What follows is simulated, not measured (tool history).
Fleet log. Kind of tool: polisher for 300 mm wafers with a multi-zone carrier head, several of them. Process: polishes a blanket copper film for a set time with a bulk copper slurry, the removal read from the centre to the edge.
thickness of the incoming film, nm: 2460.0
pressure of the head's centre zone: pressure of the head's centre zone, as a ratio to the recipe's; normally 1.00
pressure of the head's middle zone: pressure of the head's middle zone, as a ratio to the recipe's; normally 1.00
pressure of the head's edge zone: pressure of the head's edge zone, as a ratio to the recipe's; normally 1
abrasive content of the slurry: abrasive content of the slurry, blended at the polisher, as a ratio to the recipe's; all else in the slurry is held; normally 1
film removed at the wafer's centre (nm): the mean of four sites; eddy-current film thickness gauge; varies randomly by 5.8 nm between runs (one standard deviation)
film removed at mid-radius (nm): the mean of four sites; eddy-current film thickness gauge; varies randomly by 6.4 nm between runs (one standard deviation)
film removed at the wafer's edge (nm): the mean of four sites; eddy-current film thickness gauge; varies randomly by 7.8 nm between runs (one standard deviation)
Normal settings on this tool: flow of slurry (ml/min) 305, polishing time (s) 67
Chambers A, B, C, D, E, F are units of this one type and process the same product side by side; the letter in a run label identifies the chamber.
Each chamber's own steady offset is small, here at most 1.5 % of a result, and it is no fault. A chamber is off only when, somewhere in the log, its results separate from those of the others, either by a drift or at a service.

| run | hour | flow of slurry (ml/min) | pressure of the head's centre zone | pressure of the head's middle zone | pressure of the head's edge zone | abrasive content of the slurry | polishing time (s) | film removed at the wafer's centre (nm) | film removed at mid-radius (nm) | film removed at the wafer's edge (nm) |
|---|---|---|---|---|---|---|---|---|---|---|
|  | 3.4 | chamber A: worn pad replaced by a new one |
| 1B | 4.8 | 305 | 1.00 | 1.00 | 1 | 1 | 67 | 640.70 | 630.79 | 644.67 |
|  | 7.2 | chamber E: centre zone pressure recalibrated |
|  | 8.4 | chamber C: centre zone pressure recalibrated |
| 2A | 12.4 | 305 | 1.00 | 1.00 | 1 | 1 | 67 | 641.62 | 635.22 | 644.59 |
|  | 19.4 | chamber B: worn pad replaced by a new one |
| 3E | 20.0 | 305 | 1.00 | 1.00 | 1 | 1 | 67 | 639.28 | 646.76 | 634.34 |
| 4F | 30.2 | 305 | 1.00 | 1.00 | 1 | 1 | 67 | 642.72 | 629.50 | 640.15 |
|  | 33.7 | chamber C: worn pad replaced by a new one |
|  | 37.7 | chamber D: worn pad replaced by a new one |
| 5D | 40.4 | 305 | 1.00 | 1.06 | 1 | 1 | 82 | 779.59 | 825.05 | 792.96 |
|  | 41.2 | chamber F: worn pad replaced by a new one |
|  | 46.6 | chamber C: slurry nozzle cleaned |
| 6C | 48.0 | 305 | 1.00 | 1.06 | 1 | 1 | 82 | 792.63 | 839.55 | 771.84 |
| 7B | 54.9 | 305 | 1.00 | 1.06 | 1 | 1 | 82 | 791.49 | 817.39 | 776.79 |
|  | 57.9 | chamber E: worn pad replaced by a new one |
| 8A | 60.8 | 305 | 1.00 | 1.06 | 1 | 1 | 82 | 792.60 | 823.40 | 779.57 |
|  | 66.7 | chamber D: slurry nozzle cleaned |
| 9F | 66.9 | 305 | 1.00 | 1.06 | 1 | 1 | 82 | 780.78 | 814.73 | 773.80 |
|  | 69.4 | chamber E: slurry nozzle cleaned |
| 10E | 74.7 | 305 | 1.00 | 1.06 | 1 | 1 | 82 | 798.26 | 842.95 | 800.94 |
| 11D | 79.8 | 305 | 0.90 | 1.00 | 1 | 1 | 67 | 573.48 | 645.54 | 631.83 |
| 12C | 87.1 | 305 | 0.90 | 1.00 | 1 | 1 | 67 | 557.84 | 630.56 | 639.51 |
|  | 92.1 | chamber C: worn pad replaced by a new one |
| 13E | 97.1 | 305 | 0.90 | 1.00 | 1 | 1 | 67 | 576.71 | 644.63 | 639.89 |
|  | 101.4 | chamber F: worn pad replaced by a new one |
| 14B | 103.4 | 305 | 0.90 | 1.00 | 1 | 1 | 67 | 580.43 | 637.45 | 646.73 |
|  | 108.2 | chamber A: worn pad replaced by a new one |
| 15F | 112.0 | 305 | 0.90 | 1.00 | 1 | 1 | 67 | 561.21 | 642.59 | 648.65 |
| 16A | 120.6 | 305 | 0.90 | 1.00 | 1 | 1 | 67 | 574.73 | 650.52 | 649.98 |
|  | 122.6 | chamber D: worn pad replaced by a new one |
| 17C | 128.5 | 305 | 1.00 | 1.00 | 1 | 1 | 67 | 642.24 | 656.00 | 628.14 |
| 18D | 138.4 | 305 | 1.00 | 1.00 | 1 | 1 | 79 | 755.63 | 744.38 | 755.42 |
|  | 143.4 | chamber B: worn pad replaced by a new one |
| 19A | 143.7 | 305 | 1.00 | 1.00 | 1 | 1 | 79 | 769.70 | 760.79 | 754.62 |
|  | 145.8 | chamber E: worn pad replaced by a new one |
|  | 147.9 | chamber C: worn pad replaced by a new one |
| 20D | 149.0 | 305 | 1.00 | 1.00 | 1 | 1 | 79 | 758.60 | 751.79 | 746.24 |
| 21E | 155.7 | 305 | 1.00 | 1.00 | 1 | 1 | 79 | 757.89 | 753.64 | 750.92 |
|  | 160.4 | chamber F: worn pad replaced by a new one |
| 22B | 164.3 | 305 | 1.00 | 1.00 | 1 | 1 | 79 | 754.94 | 762.89 | 753.29 |
| 23C | 173.2 | 305 | 1.00 | 1.00 | 1 | 1 | 79 | 746.14 | 766.39 | 738.65 |
| 24F | 184.2 | 305 | 1.00 | 1.00 | 1 | 1 | 67 | 606.06 | 631.58 | 639.67 |
| 25A | 190.4 | 305 | 1.00 | 1.00 | 1 | 1 | 67 | 642.68 | 651.76 | 641.33 |
|  | 196.6 | chamber A: worn pad replaced by a new one |
| 26C | 199.6 | 305 | 1.00 | 1.00 | 1 | 1 | 67 | 628.23 | 635.67 | 630.37 |
|  | 200.9 | chamber C: worn pad replaced by a new one |
|  | 209.6 | chamber B: slurry nozzle cleaned |
| 27F | 209.7 | 305 | 1.00 | 1.00 | 1 | 1 | 67 | 601.54 | 633.93 | 636.35 |
| 28D | 218.7 | 305 | 1.00 | 1.00 | 1 | 1 | 67 | 644.07 | 638.11 | 644.89 |
|  | 219.3 | chamber D: worn pad replaced by a new one |
|  | 220.3 | chamber E: worn pad replaced by a new one |
|  | 220.9 | chamber F: worn pad replaced by a new one |
| 29B | 224.9 | 305 | 1.00 | 1.00 | 1 | 1 | 67 | 637.61 | 628.02 | 647.36 |
| 30E | 229.8 | 305 | 1.00 | 1.00 | 1 | 1 | 67 | 635.97 | 649.26 | 636.18 |
| 31F | 237.4 | 305 | 1.00 | 1.00 | 1 | 1 | 67 | 603.83 | 635.53 | 644.01 |
| 32C | 247.4 | 305 | 1.00 | 1.00 | 1 | 1 | 67 | 637.69 | 640.65 | 638.35 |
|  | 250.7 | chamber E: slurry nozzle cleaned |
|  | 251.4 | chamber A: slurry nozzle cleaned |
| 33B | 254.4 | 305 | 1.00 | 1.00 | 1 | 1 | 67 | 638.46 | 635.06 | 645.72 |
| 34A | 264.2 | 305 | 1.00 | 1.00 | 1 | 1 | 67 | 648.26 | 643.77 | 640.43 |
| 35D | 271.3 | 305 | 1.00 | 1.00 | 1 | 1 | 67 | 639.79 | 650.50 | 634.87 |
| 36E | 277.9 | 380 | 0.92 | 1.00 | 1 | 1 | 67 | 601.16 | 655.04 | 666.36 |

All 6 chambers run these settings next. Forecast each chamber's results:
| 37A | 285.8 | 305 | 1.00 | 1.00 | 1 | 1 | 67 | ? | ? | ? |
| 37B | 285.8 | 305 | 1.00 | 1.00 | 1 | 1 | 67 | ? | ? | ? |
| 37C | 285.8 | 305 | 1.00 | 1.00 | 1 | 1 | 67 | ? | ? | ? |
| 37D | 285.8 | 305 | 1.00 | 1.00 | 1 | 1 | 67 | ? | ? | ? |
| 37E | 285.8 | 305 | 1.00 | 1.00 | 1 | 1 | 67 | ? | ? | ? |
| 37F | 285.8 | 305 | 1.00 | 1.00 | 1 | 1 | 67 | ? | ? | ? |

| run | film removed at the wafer's centre (nm) | film removed at mid-radius (nm) | film removed at the wafer's edge (nm) |
|---|---|---|---|
| 37A | 642.02 | 641.89 | 653.81 |
| 37B | 636.57 | 633.47 | 629.88 |
| 37C | 629.28 | 638.09 | 632.76 |
| 37D | 642.99 | 635.05 | 642.46 |
| 37E | 636.64 | 653.43 | 661.44 |
| 37F | 590.31 | 631.27 | 635.15 |

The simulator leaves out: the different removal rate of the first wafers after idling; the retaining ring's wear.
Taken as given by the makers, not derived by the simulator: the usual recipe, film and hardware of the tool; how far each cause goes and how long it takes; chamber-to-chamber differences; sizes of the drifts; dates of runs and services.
